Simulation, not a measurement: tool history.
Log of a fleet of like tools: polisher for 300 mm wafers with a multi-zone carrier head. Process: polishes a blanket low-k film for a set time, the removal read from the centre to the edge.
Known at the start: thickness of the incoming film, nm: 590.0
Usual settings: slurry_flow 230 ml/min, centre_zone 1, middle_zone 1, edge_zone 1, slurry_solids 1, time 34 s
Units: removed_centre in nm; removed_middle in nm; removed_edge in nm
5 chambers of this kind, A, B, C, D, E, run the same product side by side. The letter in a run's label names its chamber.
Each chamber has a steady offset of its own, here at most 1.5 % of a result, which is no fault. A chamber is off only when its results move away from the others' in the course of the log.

run,day,slurry_flow,centre_zone,middle_zone,edge_zone,slurry_solids,time,wafers polished on this pad,hours since the slurry nozzle was cleaned,hours since the centre zone pressure was calibrated,hours since the edge zone pressure was calibrated,removed_centre,removed_middle,removed_edge
# day 0.083: chamber D: worn pad replaced by a new one
1A,0.358,230,1,1,1,1,34,344,309.3,292.4,13.2,17.888,17.928,17.425
2B,0.654,230,1,1,1,1,34,461,208.6,412.7,28.3,17.564,17.679,18.081
# day 0.771: chamber C: worn pad replaced by a new one
3C,0.996,230,1,1,1,1,34,81,202.9,1111.3,349.1,18.07,17.615,17.25
4D,1.35,230,1,1,1,1,34,454,148.8,438.6,437.4,17.492,17.476,17.861
# day 1.733: chamber A: worn pad replaced by a new one
5E,1.75,230,1,1,1,1,34,875,179.7,431.5,418.6,17.43,17.604,17.645
# day 1.821: chamber E: worn pad replaced by a new one
6E,2.083,230,1,1,1,1,34,94,187.7,439.5,426.6,17.255,17.71,17.401
7C,2.35,230,1,1,1,1,34,566,235.4,1143.8,381.6,17.752,17.386,17.656
# day 2.475: chamber B: worn pad replaced by a new one
# day 2.662: chamber B: centre zone pressure recalibrated
8A,2.771,230,1,1,1,1,34,371,367.2,350.3,71.1,17.933,17.915,17.812
9D,3.175,230,1,1,1,1.2,34,1106,192.6,482.4,481.2,19.35,19.023,19.086
# day 3.45: chamber D: edge zone pressure recalibrated
10B,3.558,230,1,1,1,1.2,34,388,278.3,21.5,98,19.37,19.168,19.257
# day 3.717: chamber C: worn pad replaced by a new one
# day 3.808: chamber D: worn pad replaced by a new one
# day 3.838: chamber C: slurry nozzle cleaned
# day 3.912: chamber A: worn pad replaced by a new one
11C,4.021,230,1,1,1,1.2,34,108,4.5,1183.9,421.7,19.467,19.069,19.148
12E,4.254,230,1,1,1,1.2,34,870,239.8,491.6,478.7,19.43,19.109,19.48
# day 4.488: chamber E: worn pad replaced by a new one
13D,4.667,230,1,1,1,1.2,34,307,228.4,518.2,29.3,18.96,19.09,19.315
# day 4.983: chamber A: slurry nozzle cleaned
14A,5.071,230,1,1,1,1,34,415,2.2,405.5,126.3,17.389,18.124,17.412
# day 5.308: chamber E: slurry nozzle cleaned
# day 5.396: chamber B: worn pad replaced by a new one
15B,5.471,230,1,1,1,1,34,28,324.2,67.4,143.9,17.979,17.662,18.071
16C,5.671,230,1,1,1,1,34,699,44.1,1223.5,461.3,18.08,17.462,17.342
17E,5.967,230,1,1,1,1,34,529,15.9,532.7,519.8,17.688,17.869,17.717
# day 6.15: chamber D: centre zone pressure recalibrated
18D,6.212,230,1,1,1,1,34,859,265.5,1.5,66.4,17.608,17.745,17.748
# day 6.258: chamber A: worn pad replaced by a new one
19A,6.546,230,1,1,1,1,34,103,37.6,440.9,161.7,17.923,18.048,17.486
# day 6.621: chamber E: centre zone pressure recalibrated
# day 6.746: chamber D: worn pad replaced by a new one
20B,6.892,230,1,1,0.94,1,34,536,358.3,101.5,178,17.567,17.801,17.442
# day 6.925: chamber E: worn pad replaced by a new one
# day 7.138: chamber C: worn pad replaced by a new one
21A,7.204,230,1,1,0.94,1,34,338,53.4,456.7,177.5,17.717,17.887,17
# day 7.417: chamber D: slurry nozzle cleaned
22D,7.425,230,1,1,0.94,1,34,243,0.3,30.6,95.5,17.764,17.856,17.295
23C,7.638,230,1,1,0.94,1,34,179,91.3,1270.7,508.5,18.116,17.522,16.832
24E,7.921,230,1,1,0.94,1,34,356,62.8,31.2,566.7,18.303,17.712,17.142
# day 8.167: chamber A: worn pad replaced by a new one
25B,8.171,230,1,1.05,1,1.15,34,993,389,132.2,208.7,18.879,19.814,19.017
# day 8.35: chamber C: centre zone pressure recalibrated
26A,8.633,230,1,1.05,1,1.15,34,166,87.7,491,211.8,19.136,20.057,18.73
# day 8.712: chamber B: worn pad replaced by a new one
27C,8.992,230,1,1.05,1,1.15,34,663,123.8,15.4,541,18.957,19.344,18.7
# day 9.388: chamber E: worn pad replaced by a new one
28D,9.392,230,1,1.05,1,1.15,34,946,47.5,77.8,142.7,18.879,19.632,18.646
29E,9.65,230,1,1.05,1,1.15,34,94,104.3,72.7,608.2,18.402,19.748,18.603
30B,9.967,230,1,1,1,1,34,448,432.1,175.3,251.8,17.802,17.863,17.806

Next, every chamber runs the same settings. What will each give?
31A,10.3,230,1,1,1,1,34,,,,,?,?,?
31B,10.3,230,1,1,1,1,34,,,,,?,?,?
31C,10.3,230,1,1,1,1,34,,,,,?,?,?
31D,10.3,230,1,1,1,1,34,,,,,?,?,?
31E,10.3,230,1,1,1,1,34,,,,,?,?,?

run,removed_centre,removed_middle,removed_edge
31A,17.517,18.059,17.495
31B,17.621,17.864,17.673
31C,17.183,17.418,17.808
31D,17.424,17.689,17.562
31E,17.939,17.896,17.835
